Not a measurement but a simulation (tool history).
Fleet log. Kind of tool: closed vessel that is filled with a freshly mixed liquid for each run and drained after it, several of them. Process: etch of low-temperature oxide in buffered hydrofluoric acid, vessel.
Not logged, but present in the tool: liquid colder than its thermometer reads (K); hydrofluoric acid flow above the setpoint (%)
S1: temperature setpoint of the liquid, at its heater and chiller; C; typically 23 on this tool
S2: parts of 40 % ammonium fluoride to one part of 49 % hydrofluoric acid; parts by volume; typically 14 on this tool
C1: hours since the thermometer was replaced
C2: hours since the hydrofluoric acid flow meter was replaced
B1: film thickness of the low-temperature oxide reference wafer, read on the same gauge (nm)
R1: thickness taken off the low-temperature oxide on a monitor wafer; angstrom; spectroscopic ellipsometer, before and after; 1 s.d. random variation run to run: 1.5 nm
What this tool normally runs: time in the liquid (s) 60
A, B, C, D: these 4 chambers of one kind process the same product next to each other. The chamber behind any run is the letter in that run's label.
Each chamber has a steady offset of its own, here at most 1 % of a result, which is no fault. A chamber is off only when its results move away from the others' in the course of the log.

run 1D hour=3.3 | S1=23 S2=14 time_in_the_liquid_(s)=60 | C1=973.5 C2=7.8 | B1=120 | R1=1830.9
run 2B hour=9.5 | S1=23 S2=14 time_in_the_liquid_(s)=60 | C1=484.5 C2=266.4 | B1=120.01 | R1=1816.2
run 3C hour=14.2 | S1=23 S2=14 time_in_the_liquid_(s)=60 | C1=109.1 C2=693.8 | B1=119.99 | R1=1805.5
run 4A hour=19.5 | S1=23 S2=14 time_in_the_liquid_(s)=60 | C1=164.3 C2=299.2 | B1=120.01 | R1=1830.3
run 5A hour=25.8 | S1=21 S2=14 time_in_the_liquid_(s)=90 | C1=170.6 C2=305.5 | B1=119.99 | R1=2426.4
run 6B hour=31.3 | S1=21 S2=14 time_in_the_liquid_(s)=90 | C1=506.3 C2=288.2 | B1=119.99 | R1=2402.5
run 7D hour=34.5 | S1=21 S2=14 time_in_the_liquid_(s)=90 | C1=1004.7 C2=39 | B1=120 | R1=2432.2
run 8C hour=39.8 | S1=21 S2=14 time_in_the_liquid_(s)=90 | C1=134.7 C2=719.4 | B1=119.98 | R1=2435.2
run 9A hour=43.7 | S1=23 S2=11 time_in_the_liquid_(s)=60 | C1=188.5 C2=323.4 | B1=120.02 | R1=2297.3
run 10B hour=48.9 | S1=23 S2=11 time_in_the_liquid_(s)=60 | C1=523.9 C2=305.8 | B1=119.98 | R1=2259.4
run 11D hour=52.9 | S1=23 S2=11 time_in_the_liquid_(s)=60 | C1=1023.1 C2=57.4 | B1=120 | R1=2279.5
run 12C hour=59.6 | S1=23 S2=11 time_in_the_liquid_(s)=60 | C1=154.5 C2=739.2 | B1=120.01 | R1=2352.2
run 13C hour=66 | S1=23 S2=14 time_in_the_liquid_(s)=60 | C1=160.9 C2=745.6 | B1=120.02 | R1=1859.8
run 14D hour=70.5 | S1=23 S2=14 time_in_the_liquid_(s)=60 | C1=1040.7 C2=75 | B1=120.05 | R1=1831.7
run 15B hour=75.2 | S1=23 S2=14 time_in_the_liquid_(s)=60 | C1=550.2 C2=332.1 | B1=119.98 | R1=1767.6
run 16A hour=79.7 | S1=20.5 S2=11 time_in_the_liquid_(s)=60 | C1=224.5 C2=359.4 | B1=120.02 | R1=2007.3
run 17D hour=86.8 | S1=20.5 S2=11 time_in_the_liquid_(s)=60 | C1=1057 C2=91.3 | B1=119.94 | R1=1994.2
run 18C hour=93.4 | S1=20.5 S2=11 time_in_the_liquid_(s)=60 | C1=188.3 C2=773 | B1=120.02 | R1=2078.3
run 19B hour=99.9 | S1=20.5 S2=11 time_in_the_liquid_(s)=60 | C1=574.9 C2=356.8 | B1=119.97 | R1=1961
run 20A hour=104 | S1=19 S2=9.5 time_in_the_liquid_(s)=60 | C1=248.8 C2=383.7 | B1=120.02 | R1=2102.7
run 21B hour=109.5 | S1=19 S2=9.5 time_in_the_liquid_(s)=60 | C1=584.5 C2=366.4 | B1=120.01 | R1=2056.9
run 22C hour=113.9 | S1=19 S2=9.5 time_in_the_liquid_(s)=60 | C1=208.8 C2=793.5 | B1=120.03 | R1=2169.8
run 23D hour=120.1 | S1=19 S2=9.5 time_in_the_liquid_(s)=60 | C1=1090.3 C2=124.6 | B1=119.97 | R1=2098.8
run 24A hour=124.1 | S1=24.5 S2=10.5 time_in_the_liquid_(s)=60 | C1=268.9 C2=403.8 | B1=119.98 | R1=2604.4

Each of the 4 chambers runs these same settings next. Fill in every chamber's results:
run 25A hour=129.3 | S1=23 S2=10.5 time_in_the_liquid_(s)=60 | R1=?
run 25B hour=129.3 | S1=23 S2=10.5 time_in_the_liquid_(s)=60 | R1=?
run 25C hour=129.3 | S1=23 S2=10.5 time_in_the_liquid_(s)=60 | R1=?
run 25D hour=129.3 | S1=23 S2=10.5 time_in_the_liquid_(s)=60 | R1=?

run=25A R1=2426.1
run=25B R1=2427.9
run=25C R1=2551
run=25D R1=2416.2

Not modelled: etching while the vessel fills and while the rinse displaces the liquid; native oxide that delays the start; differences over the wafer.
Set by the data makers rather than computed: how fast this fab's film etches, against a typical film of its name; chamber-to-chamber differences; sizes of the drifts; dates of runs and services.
